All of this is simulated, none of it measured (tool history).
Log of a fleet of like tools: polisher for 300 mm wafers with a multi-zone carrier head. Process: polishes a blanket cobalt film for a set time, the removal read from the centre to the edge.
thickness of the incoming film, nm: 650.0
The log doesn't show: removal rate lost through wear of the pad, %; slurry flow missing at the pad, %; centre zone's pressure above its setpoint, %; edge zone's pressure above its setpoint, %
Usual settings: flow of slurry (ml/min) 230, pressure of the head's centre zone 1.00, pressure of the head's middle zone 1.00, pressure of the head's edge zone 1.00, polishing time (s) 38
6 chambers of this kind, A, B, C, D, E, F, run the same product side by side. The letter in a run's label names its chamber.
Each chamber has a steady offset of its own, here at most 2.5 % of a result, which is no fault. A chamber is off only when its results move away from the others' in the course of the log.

| run | hour | flow of slurry (ml/min) | pressure of the head's centre zone | pressure of the head's middle zone | pressure of the head's edge zone | polishing time (s) | wafers polished on this pad | hours since the slurry nozzle was cleaned | hours since the centre zone pressure was calibrated | hours since the edge zone pressure was calibrated | film removed at the wafer's centre (nm) | film removed at mid-radius (nm) | film removed at the wafer's edge (nm) |
|---|---|---|---|---|---|---|---|---|---|---|---|---|---|
|  | 5.5 | chamber D: worn pad replaced by a new one |
| 1D | 9.9 | 230 | 1.00 | 1.00 | 1.00 | 38 | 35 | 145.6 | 663.5 | 434.1 | 142.97 | 141.14 | 145.17 |
|  | 15.1 | chamber C: slurry nozzle cleaned |
| 2B | 16.7 | 230 | 1.00 | 1.00 | 1.00 | 38 | 232 | 587.5 | 223.5 | 1330.3 | 142.60 | 139.65 | 140.61 |
| 3C | 27.0 | 230 | 1.00 | 1.00 | 1.00 | 38 | 572 | 12.0 | 429.1 | 670.5 | 144.05 | 140.44 | 139.56 |
| 4F | 34.0 | 230 | 1.00 | 1.00 | 1.00 | 38 | 357 | 168.4 | 46.1 | 140.5 | 143.39 | 139.07 | 143.34 |
| 5A | 40.4 | 230 | 1.00 | 1.00 | 1.00 | 38 | 972 | 480.6 | 380.1 | 230.5 | 140.58 | 141.67 | 140.47 |
| 6E | 50.2 | 230 | 1.00 | 1.00 | 1.00 | 38 | 847 | 173.7 | 274.1 | 230.4 | 140.07 | 142.60 | 139.30 |
| 7E | 55.8 | 230 | 1.00 | 1.00 | 0.96 | 38 | 891 | 179.3 | 279.7 | 236.0 | 138.02 | 143.97 | 138.63 |
| 8D | 64.5 | 230 | 1.00 | 1.00 | 0.96 | 38 | 471 | 200.2 | 718.1 | 488.7 | 142.63 | 140.56 | 140.70 |
|  | 65.3 | chamber B: slurry nozzle cleaned |
| 9F | 70.6 | 230 | 1.00 | 1.00 | 0.96 | 38 | 649 | 205.0 | 82.7 | 177.1 | 143.08 | 143.90 | 138.97 |
|  | 75.9 | chamber C: centre zone pressure recalibrated |
|  | 76.6 | chamber A: slurry nozzle cleaned |
| 10A | 77.8 | 230 | 1.00 | 1.00 | 0.96 | 38 | 1271 | 1.3 | 417.5 | 267.9 | 142.91 | 144.16 | 141.21 |
|  | 81.2 | chamber A: worn pad replaced by a new one |
|  | 86.7 | chamber E: worn pad replaced by a new one |
| 11C | 87.9 | 230 | 1.00 | 1.00 | 0.96 | 38 | 1058 | 72.9 | 12.0 | 731.4 | 141.38 | 139.76 | 139.07 |
|  | 89.8 | chamber D: edge zone pressure recalibrated |
| 12B | 100.2 | 230 | 1.00 | 1.00 | 0.96 | 38 | 899 | 34.9 | 307.0 | 1413.8 | 143.46 | 140.55 | 143.48 |
| 13C | 105.8 | 230 | 0.93 | 1.00 | 0.93 | 38 | 1201 | 90.8 | 29.9 | 749.3 | 130.59 | 139.10 | 137.24 |
| 14D | 117.6 | 230 | 0.93 | 1.00 | 0.93 | 38 | 895 | 253.3 | 771.2 | 27.9 | 129.84 | 136.61 | 139.19 |
|  | 127.3 | chamber F: worn pad replaced by a new one |
|  | 127.3 | chamber B: worn pad replaced by a new one |
| 15A | 129.6 | 230 | 0.93 | 1.00 | 0.93 | 38 | 387 | 53.1 | 469.3 | 319.7 | 129.88 | 145.10 | 137.98 |
|  | 135.6 | chamber D: worn pad replaced by a new one |
| 16F | 135.7 | 230 | 0.93 | 1.00 | 0.93 | 38 | 67 | 270.1 | 147.8 | 242.2 | 131.46 | 145.15 | 138.37 |
| 17B | 148.3 | 230 | 0.93 | 1.00 | 0.93 | 38 | 168 | 83.0 | 355.1 | 1461.9 | 132.88 | 143.56 | 138.50 |
|  | 148.7 | chamber D: centre zone pressure recalibrated |
| 18E | 155.1 | 230 | 0.93 | 1.00 | 0.93 | 38 | 547 | 278.6 | 379.0 | 335.3 | 128.65 | 141.59 | 134.33 |
| 19D | 164.6 | 230 | 1.00 | 1.00 | 1.00 | 38 | 232 | 300.3 | 16.0 | 74.9 | 140.56 | 138.66 | 141.83 |
| 20A | 174.9 | 230 | 1.00 | 1.00 | 0.90 | 38 | 749 | 98.4 | 514.6 | 365.0 | 140.31 | 142.75 | 137.50 |
|  | 176.3 | chamber C: edge zone pressure recalibrated |
| 21F | 184.9 | 230 | 1.00 | 1.00 | 0.90 | 38 | 460 | 319.3 | 197.0 | 291.4 | 142.99 | 142.99 | 135.13 |
| 22B | 190.7 | 230 | 1.00 | 1.00 | 0.90 | 38 | 507 | 125.4 | 397.5 | 1504.3 | 140.36 | 141.03 | 137.49 |
| 23E | 196.2 | 230 | 1.00 | 1.00 | 0.90 | 38 | 875 | 319.7 | 420.1 | 376.4 | 138.29 | 141.23 | 134.30 |
| 24C | 204.0 | 230 | 1.00 | 1.00 | 0.90 | 38 | 1986 | 189.0 | 128.1 | 27.7 | 135.45 | 135.41 | 129.78 |
| 25D | 211.0 | 230 | 1.00 | 1.00 | 0.90 | 38 | 602 | 346.7 | 62.4 | 121.3 | 140.72 | 141.80 | 135.29 |
|  | 213.3 | chamber F: edge zone pressure recalibrated |
| 26B | 217.3 | 230 | 1.00 | 1.00 | 1.00 | 38 | 719 | 152.0 | 424.1 | 1530.9 | 143.55 | 142.14 | 142.82 |
| 27F | 227.0 | 230 | 1.00 | 1.00 | 1.00 | 38 | 796 | 361.4 | 239.1 | 13.7 | 141.03 | 143.17 | 140.73 |
|  | 230.4 | chamber F: worn pad replaced by a new one |
|  | 231.9 | chamber E: worn pad replaced by a new one |
|  | 233.3 | chamber A: worn pad replaced by a new one |
| 28E | 236.8 | 230 | 1.00 | 1.00 | 1.00 | 38 | 39 | 360.3 | 460.7 | 417.0 | 138.38 | 140.76 | 142.54 |
| 29C | 248.6 | 230 | 1.00 | 1.00 | 1.00 | 38 | 2342 | 233.6 | 172.7 | 72.3 | 134.48 | 132.25 | 136.15 |
|  | 254.7 | chamber B: worn pad replaced by a new one |
| 30A | 261.1 | 230 | 1.00 | 1.00 | 1.00 | 38 | 222 | 184.6 | 600.8 | 451.2 | 141.35 | 140.87 | 142.98 |
| 31D | 269.0 | 230 | 1.00 | 1.00 | 1.00 | 38 | 1066 | 404.7 | 120.4 | 179.3 | 140.27 | 139.94 | 138.80 |
| 32B | 281.0 | 230 | 1.00 | 0.94 | 1.00 | 38 | 210 | 215.7 | 487.8 | 1594.6 | 142.14 | 132.48 | 141.93 |
| 33E | 290.4 | 230 | 1.00 | 0.94 | 1.00 | 38 | 467 | 413.9 | 514.3 | 470.6 | 139.79 | 135.15 | 143.55 |
| 34A | 298.7 | 230 | 1.00 | 0.94 | 1.00 | 38 | 523 | 222.2 | 638.4 | 488.8 | 142.17 | 135.56 | 144.14 |
| 35F | 306.3 | 230 | 1.00 | 0.94 | 1.00 | 38 | 607 | 440.7 | 318.4 | 93.0 | 139.94 | 134.45 | 143.68 |
| 36C | 314.3 | 230 | 1.00 | 0.94 | 1.00 | 38 | 2867 | 299.3 | 238.4 | 138.0 | 130.98 | 123.81 | 130.25 |
| 37B | 326.7 | 230 | 1.00 | 0.94 | 1.00 | 38 | 576 | 261.4 | 533.5 | 1640.3 | 145.26 | 133.52 | 141.73 |

What goes on in this fleet: one chamber off, a drifting gauge, or nothing beyond the chambers' own small offsets? Name the chamber and the cause, if any.

Chamber C drifts away from the others.
Cause: removal rate lost through wear of the pad, % = 7.92.
The log may not tell that from: slurry flow missing at the pad, %.

Here are 4 candidates for chamber C's next run, each the usual settings with a change, their results left as question marks. Which one brings its results back in line with what the others give on the usual settings?
In line means no further than this from the other chambers' mean on the usual settings: film removed at the wafer's centre (nm) 4.60; film removed at mid-radius (nm) 6.00; film removed at the wafer's edge (nm) 6.30
| 38C-1 | 335.8 | 230 | 1.01 | 0.99 | 0.99 | 35 |  |  |  |  | ? | ? | ? |
| 38C-2 | 335.8 | 230 | 1.00 | 1.00 | 1.00 | 39 |  |  |  |  | ? | ? | ? |
| 38C-3 | 335.8 | 230 | 1.00 | 1.00 | 1.00 | 37 |  |  |  |  | ? | ? | ? |
| 38C-4 | 335.8 | 230 | 0.99 | 1.01 | 1.01 | 41 |  |  |  |  | ? | ? | ? |

The other chambers' mean on the usual settings: film removed at the wafer's centre (nm) 141.34; film removed at mid-radius (nm) 142.06; film removed at the wafer's edge (nm) 142.98
| run | film removed at the wafer's centre (nm) | film removed at mid-radius (nm) | film removed at the wafer's edge (nm) |
|---|---|---|---|
| 38C-1 | 122.06 | 119.68 | 121.54 |
| 38C-2 | 134.54 | 134.60 | 136.12 |
| 38C-3 | 127.64 | 127.70 | 129.14 |
| 38C-4 | 139.88 | 142.81 | 143.83 |
38C-4 brings the chamber back in line.
